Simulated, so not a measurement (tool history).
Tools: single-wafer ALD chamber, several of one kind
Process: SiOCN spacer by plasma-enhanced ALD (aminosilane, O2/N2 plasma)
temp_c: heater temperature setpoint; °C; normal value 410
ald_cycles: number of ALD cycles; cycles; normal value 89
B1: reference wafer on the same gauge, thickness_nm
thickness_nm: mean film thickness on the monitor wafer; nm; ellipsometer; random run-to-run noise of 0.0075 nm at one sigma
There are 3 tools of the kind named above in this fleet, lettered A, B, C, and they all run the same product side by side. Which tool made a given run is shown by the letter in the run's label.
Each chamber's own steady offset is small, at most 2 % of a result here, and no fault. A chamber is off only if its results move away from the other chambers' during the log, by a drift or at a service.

Run 1A, day 0.625: usual settings; B1 4.6385. Result: thickness_nm 5.2027 nm.
Run 2B, day 1.196: usual settings; B1 4.6425. Result: thickness_nm 5.2966 nm.
Run 3C, day 1.788: usual settings; B1 4.6441. Result: thickness_nm 5.2325 nm.
Run 4C, day 2.458: usual settings; B1 4.6430. Result: thickness_nm 5.2514 nm.
Run 5B, day 2.971: usual settings; B1 4.6440. Result: thickness_nm 5.2954 nm.
Run 6A, day 3.438: usual settings; B1 4.6454. Result: thickness_nm 5.2306 nm.
Run 7C, day 3.967: usual settings; B1 4.6463. Result: thickness_nm 5.2351 nm.
Run 8A, day 4.454: usual settings; B1 4.6461. Result: thickness_nm 5.2220 nm.
Run 9B, day 5.112: usual settings; B1 4.6464. Result: thickness_nm 5.2857 nm.
At day 5.408: chamber C: thermocouple changed; heater temperature recalibrated.
Run 10C, day 5.579: usual settings but temp_c 405 °C, ald_cycles 98 cycles; B1 4.6466. Result: thickness_nm 5.8670 nm.
Run 11A, day 6.058: usual settings but temp_c 405 °C, ald_cycles 98 cycles; B1 4.6478. Result: thickness_nm 5.8226 nm.
Run 12B, day 6.375: usual settings but temp_c 405 °C, ald_cycles 98 cycles; B1 4.6486. Result: thickness_nm 5.9268 nm.
Run 13A, day 6.821: usual settings but temp_c 404 °C, ald_cycles 74 cycles; B1 4.6495. Result: thickness_nm 4.4098 nm.
Run 14C, day 7.379: usual settings but temp_c 404 °C, ald_cycles 74 cycles; B1 4.6501. Result: thickness_nm 4.4501 nm.
Run 15B, day 7.754: usual settings but temp_c 404 °C, ald_cycles 74 cycles; B1 4.6493. Result: thickness_nm 4.4807 nm.
Run 16C, day 8.329: usual settings; B1 4.6519. Result: thickness_nm 5.2539 nm.
Run 17A, day 8.858: usual settings; B1 4.6541. Result: thickness_nm 5.2124 nm.
Run 18B, day 9.408: usual settings; B1 4.6531. Result: thickness_nm 5.2938 nm.
Run 19C, day 10.029: usual settings but temp_c 400 °C; B1 4.6534. Result: thickness_nm 5.4143 nm.
Run 20B, day 10.538: usual settings but temp_c 400 °C; B1 4.6547. Result: thickness_nm 5.4638 nm.
Run 21A, day 11.079: usual settings but temp_c 400 °C; B1 4.6531. Result: thickness_nm 5.3880 nm.
Run 22A, day 11.488: usual settings; B1 4.6569. Result: thickness_nm 5.2257 nm.
Run 23C, day 11.954: usual settings but ald_cycles 98 cycles; B1 4.6560. Result: thickness_nm 5.7965 nm.
Run 24B, day 12.542: usual settings but ald_cycles 98 cycles; B1 4.6593. Result: thickness_nm 5.8466 nm.
Run 25B, day 13.050: usual settings but ald_cycles 98 cycles; B1 4.6576. Result: thickness_nm 5.8515 nm.
Run 26A, day 13.467: usual settings; B1 4.6578. Result: thickness_nm 5.2270 nm.
Run 27C, day 13.867: usual settings; B1 4.6601. Result: thickness_nm 5.2626 nm.
Run 28C, day 14.200: usual settings; B1 4.6583. Result: thickness_nm 5.2614 nm.
Run 29A, day 14.867: usual settings but temp_c 405 °C, ald_cycles 102 cycles; B1 4.6591. Result: thickness_nm 6.1069 nm.
Run 30B, day 15.529: usual settings but temp_c 405 °C, ald_cycles 102 cycles; B1 4.6621. Result: thickness_nm 6.1764 nm.
Run 31A, day 15.867: usual settings but temp_c 405 °C, ald_cycles 102 cycles; B1 4.6606. Result: thickness_nm 6.1032 nm.
Run 32C, day 16.512: usual settings; B1 4.6642. Result: thickness_nm 5.2455 nm.
Run 33B, day 17.167: usual settings but ald_cycles 106 cycles; B1 4.6648. Result: thickness_nm 6.3227 nm.
Run 34B, day 17.812: usual settings but ald_cycles 106 cycles; B1 4.6652. Result: thickness_nm 6.3252 nm.
Run 35A, day 18.383: usual settings but ald_cycles 106 cycles; B1 4.6649. Result: thickness_nm 6.2464 nm.
Run 36C, day 18.733: usual settings but temp_c 420 °C, ald_cycles 79 cycles; B1 4.6668. Result: thickness_nm 4.5321 nm.
Run 37A, day 19.179: usual settings but temp_c 420 °C, ald_cycles 79 cycles; B1 4.6664. Result: thickness_nm 4.5113 nm.

What goes on in this fleet: one chamber off, a drifting gauge, or nothing beyond the chambers' own small offsets? Name the chamber and the cause, if any.

The shared gauge is drifting. All chambers look as if they move in step, but none is off.
What lies behind it: gauge reads high (%) = 0.587.

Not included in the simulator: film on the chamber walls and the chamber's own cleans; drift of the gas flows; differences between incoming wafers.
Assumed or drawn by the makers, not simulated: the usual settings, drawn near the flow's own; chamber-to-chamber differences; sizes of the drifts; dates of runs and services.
